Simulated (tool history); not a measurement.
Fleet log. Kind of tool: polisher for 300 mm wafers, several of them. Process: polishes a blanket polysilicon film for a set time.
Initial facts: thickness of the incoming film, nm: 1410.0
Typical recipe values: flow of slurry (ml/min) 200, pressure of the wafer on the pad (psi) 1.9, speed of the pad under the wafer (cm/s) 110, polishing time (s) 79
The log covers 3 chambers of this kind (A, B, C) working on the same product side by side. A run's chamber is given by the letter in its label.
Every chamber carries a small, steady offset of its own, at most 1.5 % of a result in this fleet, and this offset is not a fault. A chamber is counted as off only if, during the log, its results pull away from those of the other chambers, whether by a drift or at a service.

run,hour,flow of slurry (ml/min),pressure of the wafer on the pad (psi),speed of the pad under the wafer (cm/s),polishing time (s),film removed (angstrom)
1C,7.1,200,1.9,110,79,5031.0
2B,10.8,200,1.9,110,79,4998.9
3A,15.8,200,1.9,110,79,5094.3
4A,19.3,200,1.9,110,79,5024.0
5C,26.6,200,1.9,110,79,5049.5
6B,33.4,200,1.9,132,60,4569.2
7C,37.6,200,1.9,132,60,4658.1
# hour 39.2: chamber B: worn pad replaced by a new one
8A,43.3,200,1.9,132,60,4462.2
9B,49.1,200,1.9,110,79,5103.3
10B,53.4,200,1.9,110,79,4996.8
# hour 54.6: chamber A: slurry nozzle cleaned
# hour 56.0: chamber C: worn pad replaced by a new one
11A,59.6,145,1.9,110,102,5861.2
12C,63.6,145,1.9,110,102,6392.0
13B,69.3,145,1.9,110,102,6019.5
14A,74.8,200,1.9,110,79,4802.1
15C,81.6,200,1.9,110,79,5100.0
16B,87.8,200,1.9,110,79,5037.3
17A,95.1,200,1.9,110,79,4688.8
18C,100.3,200,1.9,110,79,5065.3
19B,105.0,200,1.6,110,97,5209.0
20A,112.1,200,1.6,110,97,4891.7
21C,119.2,200,1.6,110,97,5266.1

Next, all 3 chambers run the settings below, one line each with question marks for the results. What does each chamber give?
22A,124.8,200,1.9,110,79,?
22B,124.8,200,1.9,110,79,?
22C,124.8,200,1.9,110,79,?

run,film removed (angstrom)
22A,4584.6
22B,4964.5
22C,5044.1
